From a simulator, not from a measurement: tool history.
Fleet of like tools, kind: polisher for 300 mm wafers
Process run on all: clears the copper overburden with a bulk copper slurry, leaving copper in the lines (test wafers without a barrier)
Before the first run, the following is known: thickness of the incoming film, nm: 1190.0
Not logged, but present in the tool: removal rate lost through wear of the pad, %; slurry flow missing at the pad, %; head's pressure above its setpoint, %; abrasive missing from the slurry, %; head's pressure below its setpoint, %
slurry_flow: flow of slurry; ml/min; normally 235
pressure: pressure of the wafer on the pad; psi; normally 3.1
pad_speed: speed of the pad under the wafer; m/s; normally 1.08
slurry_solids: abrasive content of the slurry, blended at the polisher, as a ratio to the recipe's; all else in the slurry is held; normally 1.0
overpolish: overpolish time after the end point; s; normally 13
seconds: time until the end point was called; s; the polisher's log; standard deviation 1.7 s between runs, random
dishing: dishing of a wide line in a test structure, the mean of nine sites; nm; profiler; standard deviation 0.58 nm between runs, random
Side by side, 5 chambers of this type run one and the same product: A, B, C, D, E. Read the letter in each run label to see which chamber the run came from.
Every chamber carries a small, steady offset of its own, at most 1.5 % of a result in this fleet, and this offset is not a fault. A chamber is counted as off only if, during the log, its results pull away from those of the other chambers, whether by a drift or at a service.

run     day  slurry_flow  pressure  pad_speed  slurry_solids  overpolish  wafers polished on this pad  hours since the slurry nozzle was cleaned  hours since the head pressure was calibrated  hours since the slurry blender was calibrated  seconds  dishing
      0.367  -- chamber A: worn pad replaced by a new one
 1E   0.388          235       3.1       1.08            1.0          13                          276                                       76.0                                         394.8                                          273.1  105.120   46.776
 2D   0.775          235       3.1       1.08            1.0          13                          546                                      204.2                                         422.6                                           65.4  106.130   45.440
 3B   1.121          235       3.1       1.08            1.0          13                          471                                      424.3                                         151.4                                          329.1  101.280   45.996
      1.458  -- chamber A: slurry blender recalibrated
 4A   1.571          235       3.1       1.08            1.0          13                          341                                      390.1                                         124.9                                            2.7  101.550   45.657
 5C   2.158          235       3.1       1.08            1.0          13                          877                                      271.5                                         644.4                                          129.2  107.150   45.635
      2.425  -- chamber B: slurry blender recalibrated
 6A   2.688          235       3.1       1.26            1.0           9                          657                                      416.9                                         151.7                                           29.5   89.925   43.178
      3.108  -- chamber B: slurry nozzle cleaned
      3.158  -- chamber D: slurry blender recalibrated
 7B   3.221          235       3.1       1.26            1.0           9                         1066                                        2.8                                         201.8                                           19.2   87.314   43.929
      3.246  -- chamber D: worn pad replaced by a new one
 8C   3.625          235       3.1       1.26            1.0           9                         1292                                      306.7                                         679.6                                          164.4   90.007   42.057
      3.633  -- chamber E: worn pad replaced by a new one
      3.638  -- chamber B: worn pad replaced by a new one
      3.658  -- chamber C: worn pad replaced by a new one
 9D   4.233          235       3.1       1.26            1.0           9                          280                                      287.2                                         505.6                                           25.8   87.987   43.168
      4.475  -- chamber E: slurry blender recalibrated
10E   4.717          235       3.1       1.26            1.0           9                          308                                      179.9                                         498.7                                            5.9   89.905   43.172
11B   5.396          235       3.1       1.08            1.0          13                          498                                       55.0                                         254.0                                           71.4  104.330   45.841
12D   5.788          235       3.1       1.08            1.0          13                          720                                      324.5                                         542.9                                           63.1  104.920   46.291
      6.096  -- chamber A: worn pad replaced by a new one
      6.450  -- chamber A: slurry blender recalibrated
13C   6.450          235       3.1       1.08            1.0          13                          791                                      374.5                                         747.4                                          232.2  107.060   46.101
14E   6.771          235       3.1       1.08            1.0          13                          890                                      229.2                                         548.0                                           55.2  102.670   47.015
15A   7.383          235       3.1       1.08            1.0          13                          365                                      529.6                                         264.4                                           22.5  104.060   44.954
      7.492  -- chamber B: worn pad replaced by a new one
      7.608  -- chamber D: worn pad replaced by a new one
16D   7.779          235       3.6       1.20            1.0          13                           48                                      372.3                                         590.7                                          110.9   80.162   49.130
      8.117  -- chamber E: worn pad replaced by a new one
17C   8.404          235       3.6       1.20            1.0          13                         1345                                      421.4                                         794.3                                          279.1   80.259   49.264
      8.442  -- chamber D: slurry blender recalibrated
      8.517  -- chamber C: worn pad replaced by a new one
18A   9.058          235       3.6       1.20            1.0          13                          840                                      569.8                                         304.6                                           62.7   81.318   49.765
19B   9.571          235       3.6       1.20            1.0          13                          589                                      155.2                                         354.2                                          171.6   80.270   47.810
20E  10.254          235       3.6       1.20            1.0          13                          605                                      312.8                                         631.6                                          138.8   82.425   49.969
     10.388  -- chamber A: worn pad replaced by a new one
     10.762  -- chamber C: slurry blender recalibrated
     10.808  -- chamber A: slurry nozzle cleaned
21B  10.929          235       3.1       1.08            1.0          13                          974                                      187.8                                         386.8                                          204.2  104.990   46.084
22A  11.246          235       3.1       0.78            1.0          13                          244                                       10.5                                         357.1                                          115.2  144.240   41.301
     11.621  -- chamber D: worn pad replaced by a new one
23E  11.683          235       3.1       0.78            1.0          13                         1010                                      347.1                                         665.9                                          173.1  150.880   41.178
24D  12.042          235       3.1       0.78            1.0          13                          119                                      474.6                                         693.0                                           86.4  141.970   40.936
     12.333  -- chamber A: slurry blender recalibrated
     12.388  -- chamber B: worn pad replaced by a new one
     12.662  -- chamber E: worn pad replaced by a new one
25C  12.717          235       3.1       0.78            1.0          13                         1190                                      524.9                                         897.8                                           47.0  143.860   40.464
26B  13.192          235       3.1       0.78            1.0          13                          228                                      242.1                                         441.1                                          258.5  142.100   42.321
     13.204  -- chamber C: worn pad replaced by a new one
     13.258  -- chamber D: slurry blender recalibrated
     13.667  -- chamber B: head pressure recalibrated
27A  13.867          235       3.1       1.08            1.0          13                          986                                       73.4                                         420.0                                           36.9  106.120   45.928
     14.283  -- chamber E: slurry nozzle cleaned
28E  14.529          235       3.1       1.08            1.0          13                          529                                        5.9                                         734.2                                          241.4  105.540   46.145
     14.692  -- chamber C: slurry nozzle cleaned
29D  14.921          235       3.1       1.08            1.0          13                          935                                      543.7                                         762.1                                           39.9  103.470   46.292
30C  15.312          235       3.1       1.08            1.0          13                          597                                       15.0                                         960.1                                          109.3  104.690   45.345
     15.717  -- chamber D: worn pad replaced by a new one
     15.850  -- chamber A: worn pad replaced by a new one
31C  15.854          235       3.4       1.36            1.0          13                          751                                       28.0                                         973.1                                          122.3   76.507   50.172
32E  16.533          235       3.4       1.36            1.0          13                         1097                                       54.0                                         782.3                                          289.5   74.607   49.063
33A  16.829          235       3.4       1.36            1.0          13                          278                                      144.5                                         491.1                                          108.0   74.702   49.375
     17.225  -- chamber E: worn pad replaced by a new one
     17.238  -- chamber B: worn pad replaced by a new one
     17.421  -- chamber D: slurry blender recalibrated
34B  17.512          235       3.4       1.36            1.0          13                           78                                      345.8                                          92.4                                          362.2   81.706   46.872
     17.621  -- chamber C: worn pad replaced by a new one
35D  18.050          235       3.4       1.36            1.0          13                          661                                      618.8                                         837.2                                           15.2   76.574   49.766
     18.217  -- chamber B: slurry blender recalibrated
     18.433  -- chamber A: slurry blender recalibrated
36A  18.554          235       3.1       1.08            1.0          13                          767                                      185.9                                         532.5                                            3.0  100.690   45.715
     18.629  -- chamber E: slurry blender recalibrated
37D  18.996          235       3.1       1.08            1.0          13                          929                                      641.5                                         859.9                                           37.9  104.370   46.222
38B  19.596          235       3.1       1.08            1.0          13                          668                                      395.8                                         142.4                                           33.2  112.120   44.870
     20.079  -- chamber E: head pressure recalibrated
39C  20.196          235       3.1       1.08            1.0          13                          730                                      132.2                                        1077.3                                          226.5  105.710   45.181
40E  20.612          235       3.1       1.08            1.0          13                          960                                      151.9                                          12.8                                           47.7  103.470   44.977
41C  20.942          235       3.1       1.08            1.2          16                          942                                      150.1                                        1095.2                                          244.4  103.740   48.143
42E  21.292          235       3.1       1.08            1.2          16                         1152                                      168.2                                          29.1                                           64.0  101.640   47.109

One chamber off, gauge drift, or nothing amiss beyond the chambers' own small offsets? If it is a chamber, which one, and what is the likeliest cause?

After it was serviced, chamber B no longer matches the other chambers.
Cause: head's pressure below its setpoint, % = 9.28.

Which of the 4 candidates below, each the usual settings with something changed and its results left as question marks, puts chamber B back in line with what the other chambers give on the usual settings?
Allowed miss from the other chambers' usual-settings mean, per result, to count as in line: seconds 6.200 s; dishing 2.000 nm
43B-1  21.788          235       3.0       1.04            1.0          13                                                                                                                                                                             ?        ?
43B-2  21.788          235       3.2       1.12            1.0          13                                                                                                                                                                             ?        ?
43B-3  21.788          235       2.8       0.98            1.0          13                                                                                                                                                                             ?        ?
43B-4  21.788          235       3.4       1.18            1.0          13                                                                                                                                                                             ?        ?

What the other chambers average on the usual settings: seconds 104.740 s; dishing 45.680 nm
  run  seconds  dishing
43B-1  120.000   43.313
43B-2  104.660   45.351
43B-3  136.190   41.214
43B-4   93.633   46.894
43B-2 puts the chamber back in line with the other chambers.
